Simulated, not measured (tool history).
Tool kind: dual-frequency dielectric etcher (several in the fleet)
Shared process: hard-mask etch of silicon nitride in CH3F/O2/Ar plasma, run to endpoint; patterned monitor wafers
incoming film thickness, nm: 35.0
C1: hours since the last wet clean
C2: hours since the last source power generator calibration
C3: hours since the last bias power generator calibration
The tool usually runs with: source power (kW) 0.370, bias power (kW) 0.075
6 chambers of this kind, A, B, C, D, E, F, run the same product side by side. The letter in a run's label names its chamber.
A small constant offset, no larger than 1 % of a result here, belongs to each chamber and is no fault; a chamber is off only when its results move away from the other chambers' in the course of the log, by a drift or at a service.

{"run": "1C", "hour": 6.9, "source power (kW)": 0.37, "bias power (kW)": 0.075, "C1": 329.5, "C2": 471.7, "C3": 1084.2, "endpoint time (s)": 51.344}
{"hour": 10.1, "done": "chamber A: wet clean of the chamber"}
{"run": "2D", "hour": 13.1, "source power (kW)": 0.37, "bias power (kW)": 0.075, "C1": 341.2, "C2": 2481.2, "C3": 4302.7, "endpoint time (s)": 51.567}
{"hour": 17.0, "done": "chamber C: wet clean of the chamber"}
{"run": "3F", "hour": 19.8, "source power (kW)": 0.37, "bias power (kW)": 0.075, "C1": 55.9, "C2": 3819.0, "C3": 175.5, "endpoint time (s)": 51.043}
{"run": "4B", "hour": 23.4, "source power (kW)": 0.37, "bias power (kW)": 0.075, "C1": 220.0, "C2": 280.2, "C3": 3084.5, "endpoint time (s)": 51.29}
{"run": "5A", "hour": 26.7, "source power (kW)": 0.4, "bias power (kW)": 0.075, "C1": 16.6, "C2": 2180.5, "C3": 2712.8, "endpoint time (s)": 49.629}
{"hour": 29.0, "done": "chamber B: bias power generator calibrated"}
{"run": "6E", "hour": 33.1, "source power (kW)": 0.4, "bias power (kW)": 0.075, "C1": 282.2, "C2": 874.2, "C3": 1385.4, "endpoint time (s)": 49.329}
{"run": "7A", "hour": 37.8, "source power (kW)": 0.4, "bias power (kW)": 0.075, "C1": 27.7, "C2": 2191.6, "C3": 2723.9, "endpoint time (s)": 49.651}
{"run": "8B", "hour": 44.7, "source power (kW)": 0.4, "bias power (kW)": 0.075, "C1": 241.3, "C2": 301.5, "C3": 15.7, "endpoint time (s)": 49.892}
{"run": "9D", "hour": 51.1, "source power (kW)": 0.4, "bias power (kW)": 0.075, "C1": 379.2, "C2": 2519.2, "C3": 4340.7, "endpoint time (s)": 49.972}
{"run": "10F", "hour": 55.3, "source power (kW)": 0.4, "bias power (kW)": 0.075, "C1": 91.4, "C2": 3854.5, "C3": 211.0, "endpoint time (s)": 49.49}
{"run": "11E", "hour": 62.2, "source power (kW)": 0.37, "bias power (kW)": 0.075, "C1": 311.3, "C2": 903.3, "C3": 1414.5, "endpoint time (s)": 51.119}
{"run": "12C", "hour": 65.5, "source power (kW)": 0.45, "bias power (kW)": 0.088, "C1": 48.5, "C2": 530.3, "C3": 1142.8, "endpoint time (s)": 45.098}
{"run": "13A", "hour": 69.5, "source power (kW)": 0.45, "bias power (kW)": 0.088, "C1": 59.4, "C2": 2223.3, "C3": 2755.6, "endpoint time (s)": 44.879}
{"run": "14F", "hour": 73.8, "source power (kW)": 0.45, "bias power (kW)": 0.088, "C1": 109.9, "C2": 3873.0, "C3": 229.5, "endpoint time (s)": 44.68}
{"run": "15B", "hour": 78.4, "source power (kW)": 0.45, "bias power (kW)": 0.088, "C1": 275.0, "C2": 335.2, "C3": 49.4, "endpoint time (s)": 45.291}
{"run": "16D", "hour": 83.2, "source power (kW)": 0.45, "bias power (kW)": 0.088, "C1": 411.3, "C2": 2551.3, "C3": 4372.8, "endpoint time (s)": 45.005}
{"run": "17C", "hour": 90.3, "source power (kW)": 0.45, "bias power (kW)": 0.088, "C1": 73.3, "C2": 555.1, "C3": 1167.6, "endpoint time (s)": 45.307}
{"run": "18E", "hour": 95.4, "source power (kW)": 0.37, "bias power (kW)": 0.075, "C1": 344.5, "C2": 936.5, "C3": 1447.7, "endpoint time (s)": 51.028}
{"run": "19E", "hour": 99.1, "source power (kW)": 0.37, "bias power (kW)": 0.075, "C1": 348.2, "C2": 940.2, "C3": 1451.4, "endpoint time (s)": 51.047}
{"run": "20D", "hour": 102.7, "source power (kW)": 0.37, "bias power (kW)": 0.075, "C1": 430.8, "C2": 2570.8, "C3": 4392.3, "endpoint time (s)": 51.583}
{"run": "21B", "hour": 107.3, "source power (kW)": 0.37, "bias power (kW)": 0.075, "C1": 303.9, "C2": 364.1, "C3": 78.3, "endpoint time (s)": 51.827}
{"run": "22F", "hour": 111.7, "source power (kW)": 0.37, "bias power (kW)": 0.075, "C1": 147.8, "C2": 3910.9, "C3": 267.4, "endpoint time (s)": 51.541}
{"run": "23C", "hour": 117.2, "source power (kW)": 0.37, "bias power (kW)": 0.075, "C1": 100.2, "C2": 582.0, "C3": 1194.5, "endpoint time (s)": 51.24}
{"run": "24A", "hour": 122.4, "source power (kW)": 0.37, "bias power (kW)": 0.075, "C1": 112.3, "C2": 2276.2, "C3": 2808.5, "endpoint time (s)": 51.325}
{"run": "25B", "hour": 129.4, "source power (kW)": 0.37, "bias power (kW)": 0.075, "C1": 326.0, "C2": 386.2, "C3": 100.4, "endpoint time (s)": 52.086}
{"run": "26A", "hour": 132.5, "source power (kW)": 0.37, "bias power (kW)": 0.075, "C1": 122.4, "C2": 2286.3, "C3": 2818.6, "endpoint time (s)": 51.556}
{"run": "27C", "hour": 137.8, "source power (kW)": 0.37, "bias power (kW)": 0.075, "C1": 120.8, "C2": 602.6, "C3": 1215.1, "endpoint time (s)": 51.203}
{"run": "28D", "hour": 143.3, "source power (kW)": 0.37, "bias power (kW)": 0.075, "C1": 471.4, "C2": 2611.4, "C3": 4432.9, "endpoint time (s)": 51.438}
{"run": "29E", "hour": 147.5, "source power (kW)": 0.37, "bias power (kW)": 0.075, "C1": 396.6, "C2": 988.6, "C3": 1499.8, "endpoint time (s)": 50.921}
{"run": "30F", "hour": 152.0, "source power (kW)": 0.37, "bias power (kW)": 0.075, "C1": 188.1, "C2": 3951.2, "C3": 307.7, "endpoint time (s)": 51.261}
{"run": "31C", "hour": 155.6, "source power (kW)": 0.37, "bias power (kW)": 0.075, "C1": 138.6, "C2": 620.4, "C3": 1232.9, "endpoint time (s)": 51.528}
{"run": "32A", "hour": 159.9, "source power (kW)": 0.37, "bias power (kW)": 0.075, "C1": 149.8, "C2": 2313.7, "C3": 2846.0, "endpoint time (s)": 51.415}
{"run": "33E", "hour": 165.2, "source power (kW)": 0.34, "bias power (kW)": 0.075, "C1": 414.3, "C2": 1006.3, "C3": 1517.5, "endpoint time (s)": 52.696}
{"run": "34F", "hour": 171.8, "source power (kW)": 0.34, "bias power (kW)": 0.075, "C1": 207.9, "C2": 3971.0, "C3": 327.5, "endpoint time (s)": 52.957}
{"hour": 177.7, "done": "chamber E: wet clean of the chamber"}
{"run": "35D", "hour": 178.5, "source power (kW)": 0.34, "bias power (kW)": 0.075, "C1": 506.6, "C2": 2646.6, "C3": 4468.1, "endpoint time (s)": 53.458}
{"run": "36B", "hour": 184.1, "source power (kW)": 0.34, "bias power (kW)": 0.075, "C1": 380.7, "C2": 440.9, "C3": 155.1, "endpoint time (s)": 54.15}
{"run": "37A", "hour": 187.9, "source power (kW)": 0.34, "bias power (kW)": 0.075, "C1": 177.8, "C2": 2341.7, "C3": 2874.0, "endpoint time (s)": 53.238}
{"run": "38C", "hour": 194.5, "source power (kW)": 0.34, "bias power (kW)": 0.075, "C1": 177.5, "C2": 659.3, "C3": 1271.8, "endpoint time (s)": 53.061}
{"run": "39E", "hour": 198.5, "source power (kW)": 0.37, "bias power (kW)": 0.075, "C1": 20.9, "C2": 1039.6, "C3": 1550.8, "endpoint time (s)": 50.968}
{"run": "40F", "hour": 201.9, "source power (kW)": 0.37, "bias power (kW)": 0.075, "C1": 238.0, "C2": 4001.1, "C3": 357.6, "endpoint time (s)": 51.08}
{"run": "41B", "hour": 208.0, "source power (kW)": 0.37, "bias power (kW)": 0.075, "C1": 404.6, "C2": 464.8, "C3": 179.0, "endpoint time (s)": 52.371}

Each of the 6 chambers runs these same settings next. Fill in every chamber's results:
{"run": "42A", "hour": 213.1, "source power (kW)": 0.37, "bias power (kW)": 0.092, "endpoint time (s)": "?"}
{"run": "42B", "hour": 213.1, "source power (kW)": 0.37, "bias power (kW)": 0.092, "endpoint time (s)": "?"}
{"run": "42C", "hour": 213.1, "source power (kW)": 0.37, "bias power (kW)": 0.092, "endpoint time (s)": "?"}
{"run": "42D", "hour": 213.1, "source power (kW)": 0.37, "bias power (kW)": 0.092, "endpoint time (s)": "?"}
{"run": "42E", "hour": 213.1, "source power (kW)": 0.37, "bias power (kW)": 0.092, "endpoint time (s)": "?"}
{"run": "42F", "hour": 213.1, "source power (kW)": 0.37, "bias power (kW)": 0.092, "endpoint time (s)": "?"}

run=42A endpoint_time_(s)=47.457
run=42B endpoint_time_(s)=49.182
run=42C endpoint_time_(s)=47.741
run=42D endpoint_time_(s)=47.756
run=42E endpoint_time_(s)=47.282
run=42F endpoint_time_(s)=47.722
